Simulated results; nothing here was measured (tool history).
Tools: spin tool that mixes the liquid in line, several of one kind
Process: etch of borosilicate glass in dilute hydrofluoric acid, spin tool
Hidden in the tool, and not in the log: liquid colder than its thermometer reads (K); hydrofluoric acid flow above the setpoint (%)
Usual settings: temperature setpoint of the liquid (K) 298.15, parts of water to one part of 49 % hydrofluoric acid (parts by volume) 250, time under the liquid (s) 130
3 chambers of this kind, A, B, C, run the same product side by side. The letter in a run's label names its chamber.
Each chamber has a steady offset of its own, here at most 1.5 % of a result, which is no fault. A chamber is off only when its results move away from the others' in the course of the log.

| run | hour | temperature setpoint of the liquid (K) | parts of water to one part of 49 % hydrofluoric acid (parts by volume) | time under the liquid (s) | hours since the thermometer was replaced | hours since the hydrofluoric acid flow meter was replaced | read-back film thickness of the borosilicate glass reference wafer, read on the same gauge (nm) | thickness taken off the borosilicate glass on a monitor wafer (angstrom) |
|---|---|---|---|---|---|---|---|---|
| 1B | 2.3 | 298.15 | 250 | 130 | 996.3 | 1141.8 | 120.01 | 141.48 |
| 2C | 5.9 | 298.15 | 250 | 130 | 1791.9 | 465.5 | 120.02 | 143.51 |
| 3A | 8.8 | 298.15 | 250 | 130 | 928.9 | 280.4 | 119.99 | 143.87 |
| 4C | 13.1 | 298.15 | 250 | 130 | 1799.1 | 472.7 | 120.02 | 140.83 |
| 5B | 16.6 | 298.15 | 250 | 130 | 1010.6 | 1156.1 | 120.01 | 143.22 |
| 6A | 19.7 | 295.15 | 250 | 205 | 939.8 | 291.3 | 120.02 | 201.34 |
| 7A | 23.3 | 295.15 | 250 | 205 | 943.4 | 294.9 | 119.99 | 203.16 |
| 8C | 26.9 | 295.15 | 250 | 205 | 1812.9 | 486.5 | 119.99 | 200.55 |
| 9B | 29.7 | 298.15 | 250 | 130 | 1023.7 | 1169.2 | 119.99 | 143.58 |
| 10C | 33.7 | 301.15 | 250 | 130 | 1819.7 | 493.3 | 120.01 | 155.81 |
| 11A | 36.3 | 301.15 | 250 | 130 | 956.4 | 307.9 | 119.99 | 161.06 |
| 12B | 40.5 | 301.15 | 250 | 130 | 1034.5 | 1180 | 120.01 | 156.81 |
| 13B | 42.5 | 298.15 | 250 | 130 | 1036.5 | 1182 | 119.98 | 143.74 |
| 14C | 46.3 | 298.15 | 250 | 130 | 1832.3 | 505.9 | 120 | 143.84 |
| 15A | 48.3 | 298.15 | 250 | 130 | 968.4 | 319.9 | 119.98 | 142.23 |
| 16A | 52 | 298.15 | 250 | 130 | 972.1 | 323.6 | 119.98 | 140.69 |
| 17C | 54.3 | 298.15 | 250 | 130 | 1840.3 | 513.9 | 119.99 | 142.3 |
| 18B | 58 | 298.15 | 250 | 130 | 1052 | 1197.5 | 120.02 | 140.76 |
| 19B | 61.5 | 299.65 | 250 | 130 | 1055.5 | 1201 | 120 | 150.02 |
| 20C | 64.4 | 299.65 | 250 | 130 | 1850.4 | 524 | 120.02 | 150.01 |
| 21A | 67.5 | 299.65 | 250 | 130 | 987.6 | 339.1 | 119.99 | 150.79 |
| 22B | 70.4 | 298.15 | 250 | 130 | 1064.4 | 1209.9 | 120 | 138.04 |
| 23A | 72.5 | 302.15 | 250 | 105 | 992.6 | 344.1 | 120.01 | 132.37 |
| 24C | 76.9 | 302.15 | 250 | 105 | 1862.9 | 536.5 | 120 | 132.71 |
| 25A | 79.2 | 302.15 | 250 | 105 | 999.3 | 350.8 | 120 | 132.47 |
| 26B | 81.5 | 298.15 | 250 | 130 | 1075.5 | 1221 | 120 | 135.35 |
| 27C | 85.4 | 298.15 | 250 | 130 | 1871.4 | 545 | 120.01 | 141.13 |
| 28C | 87.8 | 298.15 | 250 | 130 | 1873.8 | 547.4 | 120.02 | 139.32 |
| 29A | 92 | 298.15 | 250 | 130 | 1012.1 | 363.6 | 120.01 | 144.69 |
| 30B | 94.5 | 300.65 | 145 | 130 | 1088.5 | 1234 | 120 | 298.17 |
| 31A | 98.6 | 300.65 | 145 | 130 | 1018.7 | 370.2 | 119.99 | 296.1 |
|  | 100.5 | chamber A: thermometer replaced |
| 32C | 102.8 | 300.65 | 145 | 130 | 1888.8 | 562.4 | 120 | 299.22 |
| 33B | 106.1 | 298.15 | 250 | 130 | 1100.1 | 1245.6 | 119.98 | 136.12 |
| 34C | 108.9 | 298.15 | 250 | 130 | 1894.9 | 568.5 | 120 | 140.64 |
| 35A | 112.4 | 298.15 | 250 | 130 | 11.9 | 384 | 119.98 | 142.72 |
| 36B | 114.5 | 302.65 | 325 | 130 | 1108.5 | 1254 | 120.02 | 111.69 |
| 37B | 117.4 | 302.65 | 325 | 130 | 1111.4 | 1256.9 | 119.98 | 110.84 |
| 38A | 121.7 | 302.65 | 325 | 130 | 21.2 | 393.3 | 120.01 | 117.4 |

What goes on in this fleet: one chamber off, a drifting gauge, or nothing beyond the chambers' own small offsets? Name the chamber and the cause, if any.

Chamber B drifts away from the others.
Cause: liquid colder than its thermometer reads (K) = 1.79.
The log may not tell that from: hydrofluoric acid flow below the setpoint (%).

Here are 4 candidates for chamber B's next run, each the usual settings with a change, their results left as question marks. Which one brings its results back in line with what the others give on the usual settings?
In line means no further than this from the other chambers' mean on the usual settings: thickness taken off the borosilicate glass on a monitor wafer (angstrom) 4.9
| 39B-1 | 124.9 | 298.15 | 250 | 115 |  |  |  | ? |
| 39B-2 | 124.9 | 301.65 | 250 | 130 |  |  |  | ? |
| 39B-3 | 124.9 | 298.15 | 260 | 130 |  |  |  | ? |
| 39B-4 | 124.9 | 298.15 | 245 | 135 |  |  |  | ? |

The other chambers' mean on the usual settings: thickness taken off the borosilicate glass on a monitor wafer (angstrom) 142.25
| run | thickness taken off the borosilicate glass on a monitor wafer (angstrom) |
|---|---|
| 39B-1 | 117.99 |
| 39B-2 | 150.76 |
| 39B-3 | 126.88 |
| 39B-4 | 142.1 |
39B-4 brings the chamber back in line.
